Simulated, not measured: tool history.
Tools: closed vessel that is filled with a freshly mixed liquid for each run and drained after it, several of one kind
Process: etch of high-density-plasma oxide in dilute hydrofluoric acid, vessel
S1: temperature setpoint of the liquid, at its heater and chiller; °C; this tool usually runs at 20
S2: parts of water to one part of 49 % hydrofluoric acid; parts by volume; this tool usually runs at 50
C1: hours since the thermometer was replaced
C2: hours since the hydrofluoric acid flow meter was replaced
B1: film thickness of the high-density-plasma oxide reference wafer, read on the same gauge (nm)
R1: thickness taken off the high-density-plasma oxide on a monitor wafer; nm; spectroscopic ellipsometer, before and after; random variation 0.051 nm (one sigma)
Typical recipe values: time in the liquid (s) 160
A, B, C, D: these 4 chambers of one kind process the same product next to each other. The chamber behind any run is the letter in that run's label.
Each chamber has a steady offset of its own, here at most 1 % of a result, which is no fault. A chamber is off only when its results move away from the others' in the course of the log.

{"run": "1B", "day": 0.646, "S1": 20, "S2": 50, "time in the liquid (s)": 160, "C1": 596.9, "C2": 143.9, "B1": 129.94, "R1": 14.664}
{"run": "2D", "day": 0.983, "S1": 20, "S2": 50, "time in the liquid (s)": 160, "C1": 372.9, "C2": 1157.8, "B1": 130.02, "R1": 14.716}
{"run": "3C", "day": 1.408, "S1": 20, "S2": 50, "time in the liquid (s)": 160, "C1": 342.5, "C2": 214.4, "B1": 130.02, "R1": 14.799}
{"run": "4A", "day": 1.983, "S1": 20, "S2": 50, "time in the liquid (s)": 160, "C1": 1661.3, "C2": 367.7, "B1": 130.03, "R1": 14.74}
{"run": "5D", "day": 2.488, "S1": 20, "S2": 50, "time in the liquid (s)": 160, "C1": 409, "C2": 1193.9, "B1": 130, "R1": 14.756}
{"run": "6B", "day": 3.158, "S1": 20, "S2": 50, "time in the liquid (s)": 160, "C1": 657.2, "C2": 204.2, "B1": 129.99, "R1": 14.785}
{"run": "7A", "day": 3.592, "S1": 20, "S2": 50, "time in the liquid (s)": 160, "C1": 1699.9, "C2": 406.3, "B1": 130, "R1": 14.747}
{"run": "8C", "day": 3.917, "S1": 20, "S2": 50, "time in the liquid (s)": 160, "C1": 402.7, "C2": 274.6, "B1": 130.01, "R1": 14.756}
{"run": "9B", "day": 4.354, "S1": 20, "S2": 50, "time in the liquid (s)": 160, "C1": 685.9, "C2": 232.9, "B1": 129.97, "R1": 14.74}
{"run": "10A", "day": 4.942, "S1": 20, "S2": 50, "time in the liquid (s)": 160, "C1": 1732.3, "C2": 438.7, "B1": 130.01, "R1": 14.621}
{"run": "11D", "day": 5.571, "S1": 20, "S2": 50, "time in the liquid (s)": 160, "C1": 483, "C2": 1267.9, "B1": 129.95, "R1": 14.675}
{"run": "12C", "day": 5.921, "S1": 20, "S2": 50, "time in the liquid (s)": 160, "C1": 450.8, "C2": 322.7, "B1": 130.01, "R1": 14.88}
{"run": "13B", "day": 6.383, "S1": 20, "S2": 50, "time in the liquid (s)": 160, "C1": 734.6, "C2": 281.6, "B1": 130.01, "R1": 14.709}
{"run": "14D", "day": 6.888, "S1": 20, "S2": 50, "time in the liquid (s)": 160, "C1": 514.6, "C2": 1299.5, "B1": 129.98, "R1": 14.567}
{"run": "15C", "day": 7.2, "S1": 20, "S2": 50, "time in the liquid (s)": 160, "C1": 481.5, "C2": 353.4, "B1": 130.01, "R1": 14.927}
{"run": "16A", "day": 7.575, "S1": 20, "S2": 50, "time in the liquid (s)": 160, "C1": 1795.5, "C2": 501.9, "B1": 130, "R1": 14.715}
{"run": "17C", "day": 7.938, "S1": 20, "S2": 50, "time in the liquid (s)": 160, "C1": 499.2, "C2": 371.1, "B1": 129.99, "R1": 14.867}
{"run": "18B", "day": 8.458, "S1": 20, "S2": 50, "time in the liquid (s)": 160, "C1": 784.4, "C2": 331.4, "B1": 129.95, "R1": 14.661}
{"run": "19D", "day": 8.862, "S1": 20, "S2": 50, "time in the liquid (s)": 160, "C1": 562, "C2": 1346.9, "B1": 130.03, "R1": 14.452}
{"run": "20A", "day": 9.525, "S1": 20, "S2": 50, "time in the liquid (s)": 160, "C1": 1842.3, "C2": 548.7, "B1": 130, "R1": 14.659}
{"run": "21C", "day": 10.162, "S1": 20, "S2": 50, "time in the liquid (s)": 160, "C1": 552.6, "C2": 424.5, "B1": 130.01, "R1": 14.847}
{"run": "22A", "day": 10.596, "S1": 20, "S2": 50, "time in the liquid (s)": 160, "C1": 1868, "C2": 574.4, "B1": 130.03, "R1": 14.768}
{"run": "23D", "day": 11.125, "S1": 20, "S2": 50, "time in the liquid (s)": 160, "C1": 616.3, "C2": 1401.2, "B1": 130.03, "R1": 14.555}
{"run": "24B", "day": 11.458, "S1": 20, "S2": 50, "time in the liquid (s)": 160, "C1": 856.4, "C2": 403.4, "B1": 130, "R1": 14.615}
{"run": "25B", "day": 11.792, "S1": 20, "S2": 50, "time in the liquid (s)": 160, "C1": 864.4, "C2": 411.4, "B1": 130.01, "R1": 14.636}
{"run": "26C", "day": 12.171, "S1": 20, "S2": 50, "time in the liquid (s)": 160, "C1": 600.8, "C2": 472.7, "B1": 129.99, "R1": 14.894}
{"run": "27A", "day": 12.8, "S1": 20, "S2": 50, "time in the liquid (s)": 160, "C1": 1920.9, "C2": 627.3, "B1": 130.05, "R1": 14.661}
{"run": "28D", "day": 13.242, "S1": 20, "S2": 50, "time in the liquid (s)": 160, "C1": 667.1, "C2": 1452, "B1": 129.99, "R1": 14.315}
{"run": "29C", "day": 13.696, "S1": 17, "S2": 65, "time in the liquid (s)": 160, "C1": 637.4, "C2": 509.3, "B1": 130, "R1": 9.8486}
{"run": "30B", "day": 14.054, "S1": 17, "S2": 65, "time in the liquid (s)": 160, "C1": 918.7, "C2": 465.7, "B1": 130, "R1": 9.8156}
{"run": "31D", "day": 14.421, "S1": 17, "S2": 65, "time in the liquid (s)": 160, "C1": 695.4, "C2": 1480.3, "B1": 130.01, "R1": 9.5616}
{"run": "32A", "day": 14.842, "S1": 17, "S2": 65, "time in the liquid (s)": 160, "C1": 1969.9, "C2": 676.3, "B1": 129.99, "R1": 9.7912}
{"run": "33D", "day": 15.354, "S1": 20, "S2": 50, "time in the liquid (s)": 160, "C1": 717.8, "C2": 1502.7, "B1": 129.98, "R1": 14.33}
{"run": "34A", "day": 15.671, "S1": 20, "S2": 50, "time in the liquid (s)": 160, "C1": 1989.8, "C2": 696.2, "B1": 130.02, "R1": 14.655}
{"run": "35B", "day": 16.292, "S1": 20, "S2": 50, "time in the liquid (s)": 160, "C1": 972.4, "C2": 519.4, "B1": 130.03, "R1": 14.647}
{"run": "36C", "day": 16.958, "S1": 20, "S2": 50, "time in the liquid (s)": 160, "C1": 715.7, "C2": 587.6, "B1": 130.01, "R1": 14.921}
{"run": "37C", "day": 17.458, "S1": 20, "S2": 50, "time in the liquid (s)": 160, "C1": 727.7, "C2": 599.6, "B1": 130.02, "R1": 14.88}
{"run": "38A", "day": 17.933, "S1": 20, "S2": 50, "time in the liquid (s)": 160, "C1": 2044.1, "C2": 750.5, "B1": 130.02, "R1": 14.768}

Has any chamber moved away from the others, gradually or after a service, or does the common gauge drift, or do the chambers differ only by their own small steady offsets? State the chamber and the most likely cause if one applies.

Chamber D drifts away from the others.
What lies behind it: liquid colder than its thermometer reads (K) = 0.848.
Not necessarily distinguishable in this log from: hydrofluoric acid flow below the setpoint (%).

Below are 4 candidate recipes for chamber D's next run, each the usual settings with a change, their results shown as question marks. Which of them brings D's results back in line with what the other chambers give on the usual settings?
A result is in line if it is within this distance of the other chambers' mean on the usual settings: R1 0.18 nm
{"run": "39D-1", "day": 18.417, "S1": 21.5, "S2": 50, "time in the liquid (s)": 160, "R1": "?"}
{"run": "39D-2", "day": 18.417, "S1": 18.5, "S2": 50, "time in the liquid (s)": 160, "R1": "?"}
{"run": "39D-3", "day": 18.417, "S1": 21, "S2": 50, "time in the liquid (s)": 160, "R1": "?"}
{"run": "39D-4", "day": 18.417, "S1": 19, "S2": 50, "time in the liquid (s)": 160, "R1": "?"}

The other chambers' mean on the usual settings: R1 14.733 nm
run=39D-1 R1=15.126
run=39D-2 R1=13.327
run=39D-3 R1=14.815
run=39D-4 R1=13.618
39D-3 puts the chamber back in line with the other chambers.
